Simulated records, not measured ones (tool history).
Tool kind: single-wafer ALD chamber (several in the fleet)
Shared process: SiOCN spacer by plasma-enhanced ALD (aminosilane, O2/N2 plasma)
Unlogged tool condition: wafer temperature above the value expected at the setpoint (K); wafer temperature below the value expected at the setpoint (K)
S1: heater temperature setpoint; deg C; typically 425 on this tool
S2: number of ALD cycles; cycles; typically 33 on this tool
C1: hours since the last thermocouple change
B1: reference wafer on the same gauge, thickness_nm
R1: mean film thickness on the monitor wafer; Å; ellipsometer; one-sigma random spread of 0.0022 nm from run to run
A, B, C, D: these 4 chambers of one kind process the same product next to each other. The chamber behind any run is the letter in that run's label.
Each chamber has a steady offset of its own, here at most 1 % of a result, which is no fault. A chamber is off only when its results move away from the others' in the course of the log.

run	hour	S1	S2	C1	B1	R1
1A	3.9	425	33	215.5	1.6402	18.3
2B	7.1	425	33	284.8	1.6408	18.306
3D	10.3	425	33	1339.1	1.6402	18.341
4C	13.2	425	33	796	1.6404	18.33
5B	17.8	425	33	295.5	1.6412	18.327
6C	22	425	33	804.8	1.6406	18.357
7D	25.2	425	33	1354	1.6415	18.346
8A	29.6	425	33	241.2	1.6413	18.306
9B	31.9	415	28	309.6	1.6415	16.056
10A	36.3	415	28	247.9	1.6423	16.029
11D	38.5	415	28	1367.3	1.6421	16.079
12C	41.7	415	28	824.5	1.6422	16.091
13C	44.7	425	33	827.5	1.643	18.353
14A	48.2	425	33	259.8	1.6428	18.321
15D	50.7	425	33	1379.5	1.6431	18.401
16B	53.9	425	33	331.6	1.6429	18.388
17B	57.9	425	33	335.6	1.6431	18.355
18A	60	425	33	271.6	1.6436	18.309
19D	63.2	425	33	1392	1.6436	18.426
20C	65.6	425	33	848.4	1.6433	18.358
21C	68	425	33	850.8	1.643	18.367
22D	72.3	425	33	1401.1	1.6445	18.448
23A	75.3	425	30	286.9	1.6446	16.677
24B	79.6	425	30	357.3	1.6443	16.678
25C	83.4	425	30	866.2	1.6442	16.704
26A	86.1	425	30	297.7	1.6439	16.638
27D	89.2	425	39	1418	1.6447	21.722
28B	92.1	425	39	369.8	1.645	21.732
29B	95.5	425	39	373.2	1.6447	21.683
30C	100.1	425	39	882.9	1.6457	21.767
31A	104.5	425	33	316.1	1.6454	18.358
32D	108.2	425	33	1437	1.6455	18.386
33C	110.6	425	33	893.4	1.6461	18.45
34D	112.9	425	33	1441.7	1.6463	18.404
35A	115.8	425	33	327.4	1.6463	18.299
36B	118.9	425	33	396.6	1.646	18.389
37B	121.4	425	33	399.1	1.6467	18.369
38D	125.2	425	33	1454	1.6464	18.396
39A	130	425	33	341.6	1.6475	18.37
40C	133.7	425	33	916.5	1.6474	18.454
41B	138.2	425	33	415.9	1.6471	18.385
42C	140.5	425	33	923.3	1.6475	18.4
43D	143.4	425	33	1472.2	1.6477	18.377
44A	146.1	425	33	357.7	1.6479	18.343

Is one chamber off against the others, does the gauge drift, or is nothing wrong? If a chamber is off, say which, and what the likeliest cause is.

Every chamber seems to shift together because the gauge that measures them all drifts; the chambers themselves are fine.
Likeliest cause: gauge reads high (%) = 0.487.

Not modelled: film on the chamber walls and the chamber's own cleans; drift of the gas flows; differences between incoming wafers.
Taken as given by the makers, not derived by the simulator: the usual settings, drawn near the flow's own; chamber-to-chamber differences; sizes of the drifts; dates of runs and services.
